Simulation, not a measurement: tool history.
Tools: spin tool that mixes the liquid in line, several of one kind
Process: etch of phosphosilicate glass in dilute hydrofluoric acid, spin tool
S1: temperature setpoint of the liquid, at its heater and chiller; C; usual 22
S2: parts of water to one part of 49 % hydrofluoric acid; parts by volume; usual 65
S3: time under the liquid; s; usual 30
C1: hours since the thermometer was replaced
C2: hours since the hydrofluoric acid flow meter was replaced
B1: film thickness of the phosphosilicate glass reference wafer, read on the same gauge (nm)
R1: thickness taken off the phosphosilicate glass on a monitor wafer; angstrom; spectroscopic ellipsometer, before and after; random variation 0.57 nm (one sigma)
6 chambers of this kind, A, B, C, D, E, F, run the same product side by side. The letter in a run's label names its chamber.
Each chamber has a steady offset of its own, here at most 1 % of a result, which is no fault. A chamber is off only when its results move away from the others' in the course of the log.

run   hour    S1  S2  S3      C1      C2      B1      R1
 1B    5.4    22  65  30   433.9   219.1     120  608.79
 2F   10.5    22  65  30    1396   844.5  120.01   616.5
 3A   15.3    22  65  30   911.8     708     120   593.1
 4C   18.7    22  65  30  1728.7  2062.8  120.03  602.41
 5D   24.1    22  65  30   943.4   923.5  119.98   604.2
 6E   26.8    22  65  30  1086.2  1325.9  119.99  604.81
 7B   30.3    22  65  30   458.8     244  120.02  602.53
 8D   34.4    22  65  30   953.7   933.8  119.99  606.36
 9E   37.7    22  65  30  1097.1  1336.8  119.97  607.03
10C     42    22  65  50    1752  2086.1     120  997.07
11F   46.2    22  65  50  1431.7   880.2  119.99  1003.3
12A   51.5    22  65  50     948   744.2  119.99  1003.7
13D   56.5    22  65  50   975.8   955.9  120.01  1001.9
14F   61.5    22  65  50    1447   895.5     120  988.44
15E   66.8    22  65  50  1126.2  1365.9     120    1014
16C   70.8    22  65  30  1780.8  2114.9  120.03  609.71
17A   74.2    26  65  45   970.7   766.9  119.98  1059.1
18B   77.7    26  65  45   506.2   291.4  119.98    1075
19B   81.6    26  65  45   510.1   295.3  119.99  1058.7
20C   84.7    26  65  45  1794.7  2128.8     120  1060.8
21E   89.9    26  65  45  1149.3    1389  120.02  1073.1
22A     94    26  65  45   990.5   786.7  120.02  1046.1
23D   96.5    22  55  20  1015.8   995.9  120.02  479.46
24F   99.8    22  55  20  1485.3   933.8  120.01  461.76
25B  104.2    22  55  20   532.7   317.9  119.99  480.85
26C  107.1    22  55  20  1817.1  2151.2  119.98  477.39
     107.4  -- chamber C: thermometer replaced
27A  111.9    22  55  20  1008.4   804.6     120  479.45
28E  117.1    22  55  20  1176.5  1416.2     120  479.33
29F  120.8    22  65  30  1506.3   954.8  119.98  551.99
30D    126    22  65  30  1045.3  1025.4  120.02   608.3
31C  131.2    22  65  30    23.9  2175.3     120  593.48
32B    136    22  65  30   564.5   349.7     120  607.39
33D  139.7    22  65  30    1059  1039.1  119.98  602.69
34A  143.6    22  65  30  1040.1   836.3  119.98   587.8
35F    149  26.5  65  30  1534.5     983  120.02  656.88
36E    154  26.5  65  30  1213.4  1453.1     120  722.37
37C  157.8  26.5  65  30    50.5  2201.9  120.01  733.48

Next, every chamber runs the same settings. What will each give?
38A  161.8  26  65  30               ?
38B  161.8  26  65  30               ?
38C  161.8  26  65  30               ?
38D  161.8  26  65  30               ?
38E  161.8  26  65  30               ?
38F  161.8  26  65  30               ?

run      R1
38A  717.83
38B  708.68
38C  714.04
38D  709.33
38E  703.17
38F  626.33

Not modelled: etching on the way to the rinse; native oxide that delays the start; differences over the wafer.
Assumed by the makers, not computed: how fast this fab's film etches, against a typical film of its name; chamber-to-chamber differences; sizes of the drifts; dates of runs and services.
